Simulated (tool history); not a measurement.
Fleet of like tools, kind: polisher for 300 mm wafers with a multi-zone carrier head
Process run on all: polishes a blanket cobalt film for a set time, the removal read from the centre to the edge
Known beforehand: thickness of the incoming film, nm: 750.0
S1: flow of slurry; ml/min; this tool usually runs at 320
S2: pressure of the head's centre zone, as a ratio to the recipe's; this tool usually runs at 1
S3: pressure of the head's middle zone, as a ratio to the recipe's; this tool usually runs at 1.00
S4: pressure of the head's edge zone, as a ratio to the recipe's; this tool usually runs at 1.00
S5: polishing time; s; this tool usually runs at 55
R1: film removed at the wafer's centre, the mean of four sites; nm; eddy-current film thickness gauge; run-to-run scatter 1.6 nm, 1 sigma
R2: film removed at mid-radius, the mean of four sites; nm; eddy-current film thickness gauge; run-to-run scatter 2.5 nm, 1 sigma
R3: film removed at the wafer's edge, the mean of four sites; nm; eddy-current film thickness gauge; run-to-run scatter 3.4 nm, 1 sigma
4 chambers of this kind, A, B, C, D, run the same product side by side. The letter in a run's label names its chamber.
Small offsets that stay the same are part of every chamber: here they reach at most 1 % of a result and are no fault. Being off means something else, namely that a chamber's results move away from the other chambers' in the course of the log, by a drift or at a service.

{"run": "1A", "day": 0.342, "S1": 320, "S2": 1, "S3": 1.0, "S4": 1.0, "S5": 55, "R1": 232.55, "R2": 232.19, "R3": 233.12}
{"day": 0.467, "done": "chamber B: worn pad replaced by a new one"}
{"run": "2D", "day": 0.554, "S1": 320, "S2": 1, "S3": 1.0, "S4": 1.0, "S5": 55, "R1": 234.42, "R2": 237.98, "R3": 238.4}
{"day": 0.629, "done": "chamber A: worn pad replaced by a new one"}
{"run": "3C", "day": 0.879, "S1": 320, "S2": 1, "S3": 1.0, "S4": 1.0, "S5": 55, "R1": 234.47, "R2": 229.12, "R3": 234.46}
{"run": "4B", "day": 1.225, "S1": 320, "S2": 1, "S3": 1.0, "S4": 1.0, "S5": 55, "R1": 237.22, "R2": 235.6, "R3": 232.9}
{"day": 1.367, "done": "chamber D: worn pad replaced by a new one"}
{"run": "5A", "day": 1.554, "S1": 320, "S2": 1, "S3": 1.0, "S4": 1.0, "S5": 55, "R1": 236.13, "R2": 233.91, "R3": 235.22}
{"run": "6D", "day": 1.908, "S1": 230, "S2": 1, "S3": 1.0, "S4": 1.0, "S5": 55, "R1": 224.19, "R2": 229.31, "R3": 226.15}
{"run": "7C", "day": 2.096, "S1": 230, "S2": 1, "S3": 1.0, "S4": 1.0, "S5": 55, "R1": 227.87, "R2": 222.6, "R3": 225.15}
{"day": 2.188, "done": "chamber C: worn pad replaced by a new one"}
{"run": "8B", "day": 2.288, "S1": 230, "S2": 1, "S3": 1.0, "S4": 1.0, "S5": 55, "R1": 224.37, "R2": 225.1, "R3": 226.3}
{"run": "9D", "day": 2.546, "S1": 230, "S2": 1, "S3": 1.0, "S4": 1.0, "S5": 55, "R1": 224.22, "R2": 221.11, "R3": 230.36}
{"run": "10C", "day": 2.892, "S1": 320, "S2": 1, "S3": 1.0, "S4": 0.89, "S5": 48, "R1": 205.79, "R2": 204.24, "R3": 194.04}
{"run": "11B", "day": 3.246, "S1": 320, "S2": 1, "S3": 1.0, "S4": 0.89, "S5": 48, "R1": 204.43, "R2": 207.77, "R3": 193.07}
{"run": "12A", "day": 3.604, "S1": 320, "S2": 1, "S3": 1.0, "S4": 0.89, "S5": 48, "R1": 209.21, "R2": 208.92, "R3": 192.2}
{"day": 3.638, "done": "chamber A: slurry nozzle cleaned"}
{"run": "13C", "day": 3.971, "S1": 320, "S2": 1, "S3": 1.0, "S4": 0.89, "S5": 48, "R1": 203.95, "R2": 204.05, "R3": 197.51}
{"run": "14D", "day": 4.3, "S1": 320, "S2": 1, "S3": 1.0, "S4": 1.0, "S5": 55, "R1": 236.21, "R2": 234.52, "R3": 239.56}
{"run": "15B", "day": 4.679, "S1": 320, "S2": 1, "S3": 1.0, "S4": 1.0, "S5": 55, "R1": 233.69, "R2": 233.5, "R3": 230.91}
{"day": 4.946, "done": "chamber A: edge zone pressure recalibrated"}
{"run": "16A", "day": 5.05, "S1": 320, "S2": 1, "S3": 1.0, "S4": 1.0, "S5": 55, "R1": 240.45, "R2": 231.83, "R3": 235.95}
{"run": "17D", "day": 5.392, "S1": 320, "S2": 1, "S3": 1.0, "S4": 1.0, "S5": 55, "R1": 236.8, "R2": 238.53, "R3": 239.72}
{"day": 5.408, "done": "chamber C: worn pad replaced by a new one"}
{"day": 5.417, "done": "chamber C: centre zone pressure recalibrated"}
{"day": 5.45, "done": "chamber B: worn pad replaced by a new one"}
{"run": "18B", "day": 5.788, "S1": 320, "S2": 1, "S3": 1.0, "S4": 1.0, "S5": 55, "R1": 236.37, "R2": 238.33, "R3": 233.63}
{"run": "19C", "day": 5.983, "S1": 320, "S2": 1, "S3": 1.0, "S4": 1.0, "S5": 55, "R1": 234.35, "R2": 233.48, "R3": 237.7}
{"run": "20A", "day": 6.167, "S1": 320, "S2": 1, "S3": 1.0, "S4": 1.0, "S5": 55, "R1": 240.48, "R2": 236.04, "R3": 233.94}
{"day": 6.238, "done": "chamber C: edge zone pressure recalibrated"}
{"run": "21A", "day": 6.471, "S1": 270, "S2": 1, "S3": 0.92, "S4": 1.0, "S5": 55, "R1": 239.52, "R2": 214.19, "R3": 230.95}
{"run": "22D", "day": 6.858, "S1": 270, "S2": 1, "S3": 0.92, "S4": 1.0, "S5": 55, "R1": 230.61, "R2": 216.53, "R3": 238.76}
{"run": "23B", "day": 7.162, "S1": 270, "S2": 1, "S3": 0.92, "S4": 1.0, "S5": 55, "R1": 229.9, "R2": 218.09, "R3": 228.38}
{"day": 7.221, "done": "chamber D: worn pad replaced by a new one"}
{"run": "24C", "day": 7.421, "S1": 270, "S2": 1, "S3": 0.92, "S4": 1.0, "S5": 55, "R1": 230.21, "R2": 210.72, "R3": 232.61}
{"day": 7.588, "done": "chamber C: slurry nozzle cleaned"}
{"run": "25B", "day": 7.742, "S1": 320, "S2": 1, "S3": 1.0, "S4": 1.0, "S5": 55, "R1": 234.9, "R2": 234.06, "R3": 236.39}
{"run": "26C", "day": 8.15, "S1": 320, "S2": 1, "S3": 1.09, "S4": 1.0, "S5": 55, "R1": 235.21, "R2": 252.15, "R3": 237.26}
{"day": 8.229, "done": "chamber A: worn pad replaced by a new one"}
{"run": "27D", "day": 8.358, "S1": 320, "S2": 1, "S3": 1.09, "S4": 1.0, "S5": 55, "R1": 236.46, "R2": 258.46, "R3": 236.33}
{"run": "28A", "day": 8.571, "S1": 320, "S2": 1, "S3": 1.09, "S4": 1.0, "S5": 55, "R1": 248.83, "R2": 253.54, "R3": 229.54}
{"day": 8.767, "done": "chamber C: worn pad replaced by a new one"}
{"run": "29A", "day": 8.833, "S1": 320, "S2": 1, "S3": 1.09, "S4": 1.0, "S5": 55, "R1": 251.67, "R2": 256.29, "R3": 232.13}
{"run": "30B", "day": 9.142, "S1": 320, "S2": 1, "S3": 1.0, "S4": 1.0, "S5": 55, "R1": 233.75, "R2": 235.07, "R3": 237.46}
{"run": "31D", "day": 9.496, "S1": 320, "S2": 1, "S3": 1.0, "S4": 1.0, "S5": 55, "R1": 234.84, "R2": 233.98, "R3": 234.88}
{"run": "32C", "day": 9.9, "S1": 320, "S2": 1, "S3": 1.0, "S4": 1.0, "S5": 55, "R1": 237.1, "R2": 233.59, "R3": 237.49}
{"run": "33A", "day": 10.229, "S1": 235, "S2": 1, "S3": 1.0, "S4": 1.0, "S5": 55, "R1": 242.92, "R2": 227.32, "R3": 227.73}
{"day": 10.433, "done": "chamber B: worn pad replaced by a new one"}
{"run": "34D", "day": 10.462, "S1": 235, "S2": 1, "S3": 1.0, "S4": 1.0, "S5": 55, "R1": 227.48, "R2": 227.1, "R3": 226.91}
{"day": 10.6, "done": "chamber B: slurry nozzle cleaned"}
{"run": "35B", "day": 10.821, "S1": 235, "S2": 1, "S3": 1.0, "S4": 1.0, "S5": 55, "R1": 226.66, "R2": 229.14, "R3": 227.8}
{"run": "36C", "day": 11.038, "S1": 235, "S2": 1, "S3": 1.0, "S4": 1.0, "S5": 55, "R1": 229.14, "R2": 219.67, "R3": 227.3}
{"run": "37A", "day": 11.367, "S1": 320, "S2": 1, "S3": 1.0, "S4": 1.0, "S5": 55, "R1": 253.82, "R2": 229.28, "R3": 230.54}
{"day": 11.492, "done": "chamber C: worn pad replaced by a new one"}
{"run": "38D", "day": 11.65, "S1": 320, "S2": 1, "S3": 1.0, "S4": 1.0, "S5": 55, "R1": 234.91, "R2": 237.01, "R3": 240.23}
{"run": "39C", "day": 11.904, "S1": 320, "S2": 1, "S3": 1.0, "S4": 1.0, "S5": 55, "R1": 234.97, "R2": 229.45, "R3": 235.86}

Is one chamber out of step, is the gauge drifting, or do the chambers differ by no more than their own small offsets? For an off chamber, give its letter and the likeliest cause.

Little by little, chamber A moves away from the other chambers.
Cause: centre zone's pressure above its setpoint, % = 9.15.

Which of the 4 candidates below, each the usual settings with something changed and its results left as question marks, puts chamber A back in line with what the other chambers give on the usual settings?
Allowed miss from the other chambers' usual-settings mean, per result, to count as in line: R1 5.40 nm; R2 8.60 nm; R3 12.00 nm
{"run": "40A-1", "day": 12.2, "S1": 325, "S2": 1.07, "S3": 0.98, "S4": 0.97, "S5": 56, "R1": "?", "R2": "?", "R3": "?"}
{"run": "40A-2", "day": 12.2, "S1": 315, "S2": 0.93, "S3": 1.02, "S4": 1.03, "S5": 54, "R1": "?", "R2": "?", "R3": "?"}
{"run": "40A-3", "day": 12.2, "S1": 310, "S2": 0.88, "S3": 1.03, "S4": 1.04, "S5": 54, "R1": "?", "R2": "?", "R3": "?"}
{"run": "40A-4", "day": 12.2, "S1": 330, "S2": 1.13, "S3": 0.97, "S4": 0.96, "S5": 56, "R1": "?", "R2": "?", "R3": "?"}

What the other chambers average on the usual settings: R1 234.38 nm; R2 234.33 nm; R3 235.62 nm
run=40A-1 R1=280.52 R2=232.24 R3=238.51
run=40A-2 R1=231.92 R2=231.72 R3=236.80
run=40A-3 R1=218.06 R2=233.50 R3=237.73
run=40A-4 R1=297.81 R2=230.34 R3=237.50
The answer is 40A-2, which returns the chamber to within the allowed miss of the others.

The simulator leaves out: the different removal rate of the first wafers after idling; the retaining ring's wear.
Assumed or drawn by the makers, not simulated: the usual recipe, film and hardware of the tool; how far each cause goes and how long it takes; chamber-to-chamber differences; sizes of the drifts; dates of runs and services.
